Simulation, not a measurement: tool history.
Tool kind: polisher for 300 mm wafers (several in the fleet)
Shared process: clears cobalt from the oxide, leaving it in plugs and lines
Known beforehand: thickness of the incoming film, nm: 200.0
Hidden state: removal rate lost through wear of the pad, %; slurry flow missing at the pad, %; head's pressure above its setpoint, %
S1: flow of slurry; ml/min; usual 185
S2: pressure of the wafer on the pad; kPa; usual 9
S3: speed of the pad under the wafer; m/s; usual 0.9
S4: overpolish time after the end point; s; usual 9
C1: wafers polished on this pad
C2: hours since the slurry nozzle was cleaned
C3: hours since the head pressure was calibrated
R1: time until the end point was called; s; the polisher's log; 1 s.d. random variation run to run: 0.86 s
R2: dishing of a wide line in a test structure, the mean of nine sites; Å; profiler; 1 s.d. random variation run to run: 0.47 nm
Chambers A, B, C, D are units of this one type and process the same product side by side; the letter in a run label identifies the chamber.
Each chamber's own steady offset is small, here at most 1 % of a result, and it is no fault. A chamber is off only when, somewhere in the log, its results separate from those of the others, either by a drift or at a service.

At day 0.029: chamber D: worn pad replaced by a new one.
Run 1A, day 0.2: usual settings; C1 445; C2 29.5; C3 573.8. Result: R1 78.134 s, R2 204.48 Å.
Run 2D, day 0.325: usual settings; C1 54; C2 313.4; C3 130.7. Result: R1 77.521 s, R2 199.58 Å.
Run 3C, day 0.467: usual settings; C1 178; C2 239.5; C3 1223.4. Result: R1 75.878 s, R2 203.64 Å.
Run 4B, day 0.683: usual settings; C1 1049; C2 58.9; C3 423.7. Result: R1 75.913 s, R2 196.78 Å.
Run 5C, day 0.838: usual settings; C1 246; C2 248.4; C3 1232.3. Result: R1 77.894 s, R2 196.63 Å.
Run 6D, day 1.025: usual settings but S2 7.6 kPa, S4 7 s; C1 184; C2 330.2; C3 147.5. Result: R1 90.461 s, R2 136.88 Å.
Run 7B, day 1.217: usual settings but S2 7.6 kPa, S4 7 s; C1 1148; C2 71.7; C3 436.5. Result: R1 91.787 s, R2 132.84 Å.
Run 8A, day 1.425: usual settings but S2 7.6 kPa, S4 7 s; C1 672; C2 58.9; C3 603.2. Result: R1 93.122 s, R2 133.23 Å.
At day 1.471: chamber A: worn pad replaced by a new one.
Run 9B, day 1.621: usual settings but S2 7.6 kPa, S4 7 s; C1 1222; C2 81.4; C3 446.2. Result: R1 92.494 s, R2 132.44 Å.
At day 1.646: chamber C: slurry nozzle cleaned.
Run 10A, day 1.767: usual settings but S4 13 s; C1 54; C2 67.1; C3 611.4. Result: R1 77.629 s, R2 265.8 Å.
Run 11D, day 1.967: usual settings but S4 13 s; C1 358; C2 352.8; C3 170.1. Result: R1 75.165 s, R2 270.37 Å.
Run 12C, day 2.083: usual settings but S4 13 s; C1 477; C2 10.6; C3 1262.2. Result: R1 75.892 s, R2 259.08 Å.
At day 2.208: chamber B: worn pad replaced by a new one.
Run 13D, day 2.3: usual settings but S4 13 s; C1 420; C2 360.8; C3 178.1. Result: R1 76.982 s, R2 250.46 Å.
Run 14B, day 2.529: usual settings; C1 59; C2 103.2; C3 468. Result: R1 76.235 s, R2 189.22 Å.
Run 15C, day 2.688: usual settings; C1 589; C2 25.1; C3 1276.7. Result: R1 77.166 s, R2 195 Å.
Run 16A, day 2.867: usual settings but S3 1.08 m/s; C1 258; C2 93.5; C3 637.8. Result: R1 64.902 s, R2 231 Å.
Run 17C, day 3.017: usual settings but S3 1.08 m/s; C1 650; C2 33; C3 1284.6. Result: R1 63.51 s, R2 229.46 Å.
Run 18B, day 3.196: usual settings but S3 1.08 m/s; C1 182; C2 119.2; C3 484. Result: R1 65.542 s, R2 224.62 Å.
Run 19A, day 3.342: usual settings but S3 1.08 m/s; C1 346; C2 104.9; C3 649.2. Result: R1 65.399 s, R2 229.08 Å.
Run 20D, day 3.517: usual settings; C1 645; C2 390; C3 207.3. Result: R1 75.927 s, R2 200.98 Å.
At day 3.683: chamber D: slurry nozzle cleaned.
Run 21B, day 3.708: usual settings; C1 277; C2 131.5; C3 496.3. Result: R1 77.097 s, R2 206.32 Å.
Run 22D, day 3.896: usual settings but S1 155 ml/min, S4 13 s; C1 716; C2 5.2; C3 216.4. Result: R1 79.343 s, R2 245.59 Å.
Run 23A, day 4.088: usual settings but S1 155 ml/min, S4 13 s; C1 484; C2 122.8; C3 667.1. Result: R1 79.428 s, R2 259.67 Å.
Run 24C, day 4.275: usual settings but S1 155 ml/min, S4 13 s; C1 883; C2 63.2; C3 1314.8. Result: R1 77.904 s, R2 254.17 Å.
Run 25B, day 4.429: usual settings but S1 155 ml/min, S4 13 s; C1 411; C2 148.8; C3 513.6. Result: R1 79.392 s, R2 241.2 Å.
Run 26C, day 4.562: usual settings but S2 6.2 kPa, S3 0.78 m/s; C1 936; C2 70.1; C3 1321.7. Result: R1 129.02 s, R2 122.75 Å.
Run 27D, day 4.712: usual settings but S2 6.2 kPa, S3 0.78 m/s; C1 867; C2 24.8; C3 236. Result: R1 127.73 s, R2 125.37 Å.
At day 4.871: chamber A: worn pad replaced by a new one.
Run 28A, day 4.904: usual settings but S2 6.2 kPa, S3 0.78 m/s; C1 6; C2 142.4; C3 686.7. Result: R1 131.28 s, R2 123.35 Å.
Run 29D, day 5.108: usual settings but S2 6.2 kPa, S3 0.78 m/s; C1 940; C2 34.3; C3 245.5. Result: R1 128.63 s, R2 127.52 Å.
Run 30C, day 5.242: usual settings but S1 135 ml/min; C1 1062; C2 86.4; C3 1338. Result: R1 80.932 s, R2 182.47 Å.
Run 31B, day 5.45: usual settings but S1 135 ml/min; C1 600; C2 173.3; C3 538.1. Result: R1 80.809 s, R2 189.61 Å.

Each of the 4 chambers runs these same settings next. Fill in every chamber's results:
Run 32A, day 5.612: usual settings but S3 0.7 m/s. Result: R1 ?, R2 ?.
Run 32B, day 5.612: usual settings but S3 0.7 m/s. Result: R1 ?, R2 ?.
Run 32C, day 5.612: usual settings but S3 0.7 m/s. Result: R1 ?, R2 ?.
Run 32D, day 5.612: usual settings but S3 0.7 m/s. Result: R1 ?, R2 ?.

run      R1      R2
32A  100.63  162.82
32B  99.498  157.91
32C  98.776  148.75
32D  98.034   157.7
